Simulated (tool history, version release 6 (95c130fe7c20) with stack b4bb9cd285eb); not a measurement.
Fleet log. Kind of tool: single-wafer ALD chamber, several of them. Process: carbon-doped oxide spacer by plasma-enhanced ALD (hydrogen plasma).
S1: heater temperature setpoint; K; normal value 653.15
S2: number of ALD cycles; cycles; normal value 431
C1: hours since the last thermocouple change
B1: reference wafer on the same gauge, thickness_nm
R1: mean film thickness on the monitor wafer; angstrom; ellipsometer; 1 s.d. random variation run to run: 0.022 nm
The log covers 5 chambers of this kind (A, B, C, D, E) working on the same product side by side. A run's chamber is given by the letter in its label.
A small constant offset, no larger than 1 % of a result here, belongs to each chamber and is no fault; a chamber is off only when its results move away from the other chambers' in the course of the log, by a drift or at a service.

run 1C hour=4.0 | S1=653.15 S2=431 | C1=367.2 | B1=21.304 | R1=217.55
run 2E hour=8.1 | S1=653.15 S2=431 | C1=440.3 | B1=21.304 | R1=214.64
run 3B hour=12.7 | S1=653.15 S2=431 | C1=402.7 | B1=21.307 | R1=214.04
run 4A hour=16.2 | S1=653.15 S2=431 | C1=433.1 | B1=21.308 | R1=215.09
run 5D hour=21.1 | S1=653.15 S2=431 | C1=1667.9 | B1=21.313 | R1=216.43
run 6A hour=24.8 | S1=653.15 S2=431 | C1=441.7 | B1=21.311 | R1=214.94
run 7D hour=30.9 | S1=653.15 S2=431 | C1=1677.7 | B1=21.315 | R1=216.45
run 8E hour=35.2 | S1=653.15 S2=431 | C1=467.4 | B1=21.320 | R1=214.50
run 9B hour=38.6 | S1=653.15 S2=431 | C1=428.6 | B1=21.325 | R1=214.49
run 10C hour=45.0 | S1=653.15 S2=431 | C1=408.2 | B1=21.324 | R1=217.71
run 11E hour=50.9 | S1=653.15 S2=431 | C1=483.1 | B1=21.330 | R1=214.94
run 12D hour=55.9 | S1=653.15 S2=431 | C1=1702.7 | B1=21.328 | R1=216.56
run 13C hour=60.1 | S1=648.15 S2=431 | C1=423.3 | B1=21.334 | R1=218.09
run 14A hour=66.1 | S1=648.15 S2=431 | C1=483.0 | B1=21.336 | R1=215.21
run 15B hour=72.6 | S1=648.15 S2=431 | C1=462.6 | B1=21.339 | R1=214.81
run 16E hour=79.2 | S1=648.15 S2=431 | C1=511.4 | B1=21.341 | R1=214.71
run 17A hour=85.6 | S1=648.15 S2=431 | C1=502.5 | B1=21.336 | R1=215.56
run 18B hour=90.5 | S1=653.15 S2=431 | C1=480.5 | B1=21.345 | R1=215.23
run 19C hour=97.3 | S1=653.15 S2=431 | C1=460.5 | B1=21.349 | R1=218.32
run 20D hour=102.2 | S1=653.15 S2=492 | C1=1749.0 | B1=21.350 | R1=247.21
run 21C hour=105.7 | S1=653.15 S2=492 | C1=468.9 | B1=21.357 | R1=249.07
run 22A hour=110.7 | S1=653.15 S2=492 | C1=527.6 | B1=21.359 | R1=246.19
run 23B hour=114.2 | S1=653.15 S2=492 | C1=504.2 | B1=21.359 | R1=245.38
run 24E hour=119.3 | S1=653.15 S2=492 | C1=551.5 | B1=21.367 | R1=245.88
run 25D hour=125.9 | S1=653.15 S2=431 | C1=1772.7 | B1=21.365 | R1=217.17
run 26A hour=132.3 | S1=659.15 S2=383 | C1=549.2 | B1=21.364 | R1=191.92
run 27B hour=138.5 | S1=659.15 S2=383 | C1=528.5 | B1=21.371 | R1=191.07
run 28E hour=142.9 | S1=659.15 S2=383 | C1=575.1 | B1=21.373 | R1=191.13
run 29C hour=147.7 | S1=659.15 S2=383 | C1=510.9 | B1=21.378 | R1=194.07
run 30D hour=154.0 | S1=659.15 S2=383 | C1=1800.8 | B1=21.380 | R1=192.98
run 31B hour=157.8 | S1=647.15 S2=399 | C1=547.8 | B1=21.378 | R1=199.34
run 32D hour=162.6 | S1=647.15 S2=399 | C1=1809.4 | B1=21.385 | R1=200.83

The same settings go to every chamber for the next run, one line per chamber below. Forecast the results for each:
run 33A hour=167.7 | S1=653.15 S2=431 | R1=?
run 33B hour=167.7 | S1=653.15 S2=431 | R1=?
run 33C hour=167.7 | S1=653.15 S2=431 | R1=?
run 33D hour=167.7 | S1=653.15 S2=431 | R1=?
run 33E hour=167.7 | S1=653.15 S2=431 | R1=?

run=33A R1=215.97
run=33B R1=215.60
run=33C R1=218.39
run=33D R1=217.13
run=33E R1=215.66
